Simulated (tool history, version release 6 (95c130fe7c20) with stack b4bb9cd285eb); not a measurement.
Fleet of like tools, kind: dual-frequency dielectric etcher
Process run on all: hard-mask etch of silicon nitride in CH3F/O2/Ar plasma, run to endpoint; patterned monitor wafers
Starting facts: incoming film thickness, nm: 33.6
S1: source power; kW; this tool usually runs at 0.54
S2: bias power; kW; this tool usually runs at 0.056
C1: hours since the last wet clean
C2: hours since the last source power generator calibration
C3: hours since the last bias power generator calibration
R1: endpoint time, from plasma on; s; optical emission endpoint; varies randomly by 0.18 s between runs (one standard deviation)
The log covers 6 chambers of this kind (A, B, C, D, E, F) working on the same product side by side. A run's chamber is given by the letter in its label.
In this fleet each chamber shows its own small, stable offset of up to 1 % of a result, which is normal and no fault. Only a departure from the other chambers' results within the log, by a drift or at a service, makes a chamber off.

{"run": "1E", "hour": 8.5, "S1": 0.54, "S2": 0.056, "C1": 108.3, "C2": 1171.5, "C3": 1449.6, "R1": 47.302}
{"run": "2C", "hour": 19.0, "S1": 0.54, "S2": 0.056, "C1": 150.7, "C2": 3490.3, "C3": 732.1, "R1": 47.185}
{"run": "3B", "hour": 29.1, "S1": 0.54, "S2": 0.056, "C1": 87.4, "C2": 2772.4, "C3": 95.8, "R1": 47.33}
{"run": "4D", "hour": 35.7, "S1": 0.54, "S2": 0.056, "C1": 334.9, "C2": 3717.5, "C3": 2790.8, "R1": 46.464}
{"run": "5A", "hour": 42.1, "S1": 0.54, "S2": 0.056, "C1": 317.3, "C2": 2914.5, "C3": 444.5, "R1": 47.088}
{"run": "6F", "hour": 52.7, "S1": 0.54, "S2": 0.056, "C1": 232.6, "C2": 3617.3, "C3": 1972.9, "R1": 46.886}
{"run": "7B", "hour": 62.7, "S1": 0.62, "S2": 0.068, "C1": 121, "C2": 2806, "C3": 129.4, "R1": 41.97}
{"run": "8E", "hour": 68.3, "S1": 0.62, "S2": 0.068, "C1": 168.1, "C2": 1231.3, "C3": 1509.4, "R1": 42.211}
{"run": "9C", "hour": 77.5, "S1": 0.62, "S2": 0.068, "C1": 209.2, "C2": 3548.8, "C3": 790.6, "R1": 42.26}
{"hour": 86.2, "done": "chamber A: wet clean of the chamber"}
{"run": "10D", "hour": 87.6, "S1": 0.62, "S2": 0.068, "C1": 386.8, "C2": 3769.4, "C3": 2842.7, "R1": 41.522}
{"run": "11A", "hour": 98.4, "S1": 0.62, "S2": 0.068, "C1": 12.2, "C2": 2970.8, "C3": 500.8, "R1": 41.952}
{"run": "12F", "hour": 104.7, "S1": 0.62, "S2": 0.068, "C1": 284.6, "C2": 3669.3, "C3": 2024.9, "R1": 41.794}
{"run": "13A", "hour": 115.4, "S1": 0.54, "S2": 0.056, "C1": 29.2, "C2": 2987.8, "C3": 517.8, "R1": 47.503}
{"run": "14D", "hour": 120.4, "S1": 0.54, "S2": 0.056, "C1": 419.6, "C2": 3802.2, "C3": 2875.5, "R1": 46.617}
{"run": "15E", "hour": 127.8, "S1": 0.54, "S2": 0.056, "C1": 227.6, "C2": 1290.8, "C3": 1568.9, "R1": 47.22}
{"run": "16C", "hour": 136.0, "S1": 0.54, "S2": 0.056, "C1": 267.7, "C2": 3607.3, "C3": 849.1, "R1": 48.127}
{"run": "17B", "hour": 141.5, "S1": 0.54, "S2": 0.056, "C1": 199.8, "C2": 2884.8, "C3": 208.2, "R1": 47.175}
{"run": "18F", "hour": 149.5, "S1": 0.54, "S2": 0.056, "C1": 329.4, "C2": 3714.1, "C3": 2069.7, "R1": 46.811}
{"run": "19E", "hour": 159.5, "S1": 0.65, "S2": 0.05, "C1": 259.3, "C2": 1322.5, "C3": 1600.6, "R1": 45.493}
{"run": "20D", "hour": 170.2, "S1": 0.65, "S2": 0.05, "C1": 469.4, "C2": 3852, "C3": 2925.3, "R1": 44.534}
{"run": "21F", "hour": 175.3, "S1": 0.65, "S2": 0.05, "C1": 355.2, "C2": 3739.9, "C3": 2095.5, "R1": 45.337}
{"run": "22C", "hour": 180.5, "S1": 0.65, "S2": 0.05, "C1": 312.2, "C2": 3651.8, "C3": 893.6, "R1": 46.298}
{"run": "23A", "hour": 185.4, "S1": 0.65, "S2": 0.05, "C1": 99.2, "C2": 3057.8, "C3": 587.8, "R1": 44.974}
{"run": "24B", "hour": 194.1, "S1": 0.65, "S2": 0.05, "C1": 252.4, "C2": 2937.4, "C3": 260.8, "R1": 45.277}
{"run": "25F", "hour": 204.9, "S1": 0.54, "S2": 0.056, "C1": 384.8, "C2": 3769.5, "C3": 2125.1, "R1": 46.946}
{"run": "26C", "hour": 214.1, "S1": 0.54, "S2": 0.056, "C1": 345.8, "C2": 3685.4, "C3": 927.2, "R1": 48.208}
{"run": "27E", "hour": 223.1, "S1": 0.54, "S2": 0.056, "C1": 322.9, "C2": 1386.1, "C3": 1664.2, "R1": 47.496}
{"run": "28A", "hour": 229.9, "S1": 0.54, "S2": 0.056, "C1": 143.7, "C2": 3102.3, "C3": 632.3, "R1": 47.399}
{"run": "29B", "hour": 235.0, "S1": 0.64, "S2": 0.056, "C1": 293.3, "C2": 2978.3, "C3": 301.7, "R1": 43.975}
{"run": "30D", "hour": 241.8, "S1": 0.64, "S2": 0.056, "C1": 541, "C2": 3923.6, "C3": 2996.9, "R1": 43.676}
{"run": "31F", "hour": 250.0, "S1": 0.64, "S2": 0.056, "C1": 429.9, "C2": 3814.6, "C3": 2170.2, "R1": 43.757}
{"run": "32B", "hour": 257.3, "S1": 0.64, "S2": 0.056, "C1": 315.6, "C2": 3000.6, "C3": 324, "R1": 44.233}
{"run": "33D", "hour": 263.0, "S1": 0.64, "S2": 0.056, "C1": 562.2, "C2": 3944.8, "C3": 3018.1, "R1": 43.501}
{"run": "34C", "hour": 269.1, "S1": 0.64, "S2": 0.056, "C1": 400.8, "C2": 3740.4, "C3": 982.2, "R1": 45.067}
{"run": "35E", "hour": 274.5, "S1": 0.54, "S2": 0.056, "C1": 374.3, "C2": 1437.5, "C3": 1715.6, "R1": 46.971}
{"run": "36A", "hour": 281.8, "S1": 0.54, "S2": 0.056, "C1": 195.6, "C2": 3154.2, "C3": 684.2, "R1": 47.123}
{"run": "37C", "hour": 288.6, "S1": 0.54, "S2": 0.056, "C1": 420.3, "C2": 3759.9, "C3": 1001.7, "R1": 48.327}
{"hour": 293.8, "done": "chamber F: wet clean of the chamber"}
{"run": "38D", "hour": 295.0, "S1": 0.54, "S2": 0.056, "C1": 594.2, "C2": 3976.8, "C3": 3050.1, "R1": 46.819}
{"run": "39E", "hour": 303.8, "S1": 0.58, "S2": 0.056, "C1": 403.6, "C2": 1466.8, "C3": 1744.9, "R1": 46.065}
{"run": "40B", "hour": 312.1, "S1": 0.58, "S2": 0.056, "C1": 370.4, "C2": 3055.4, "C3": 378.8, "R1": 45.91}
{"run": "41F", "hour": 319.2, "S1": 0.58, "S2": 0.056, "C1": 25.4, "C2": 3883.8, "C3": 2239.4, "R1": 45.401}

Is one chamber out of step, is the gauge drifting, or do the chambers differ by no more than their own small offsets? For an off chamber, give its letter and the likeliest cause.

One chamber, C, drifts off from the rest bit by bit.
What lies behind it: etch rate under this chamber's usual, % = 2.46.
With only this log, it may be confused with: source power that arrives under what is set, %.

Below are 4 candidate recipes for chamber C's next run, each the usual settings with a change, their results shown as question marks. Which of them brings C's results back in line with what the other chambers give on the usual settings?
Maximum distance from the other chambers' mean on the usual settings for a result to count as in line: R1 0.62 s
{"run": "42C-1", "hour": 327.0, "S1": 0.57, "S2": 0.058, "R1": "?"}
{"run": "42C-2", "hour": 327.0, "S1": 0.51, "S2": 0.054, "R1": "?"}
{"run": "42C-3", "hour": 327.0, "S1": 0.55, "S2": 0.056, "R1": "?"}
{"run": "42C-4", "hour": 327.0, "S1": 0.53, "S2": 0.056, "R1": "?"}

The mean the other chambers reach with the usual settings: R1 46.996 s
run=42C-1 R1=46.889
run=42C-2 R1=50.129
run=42C-3 R1=48.092
run=42C-4 R1=48.802
With 42C-1, the chamber falls back in line with the rest.
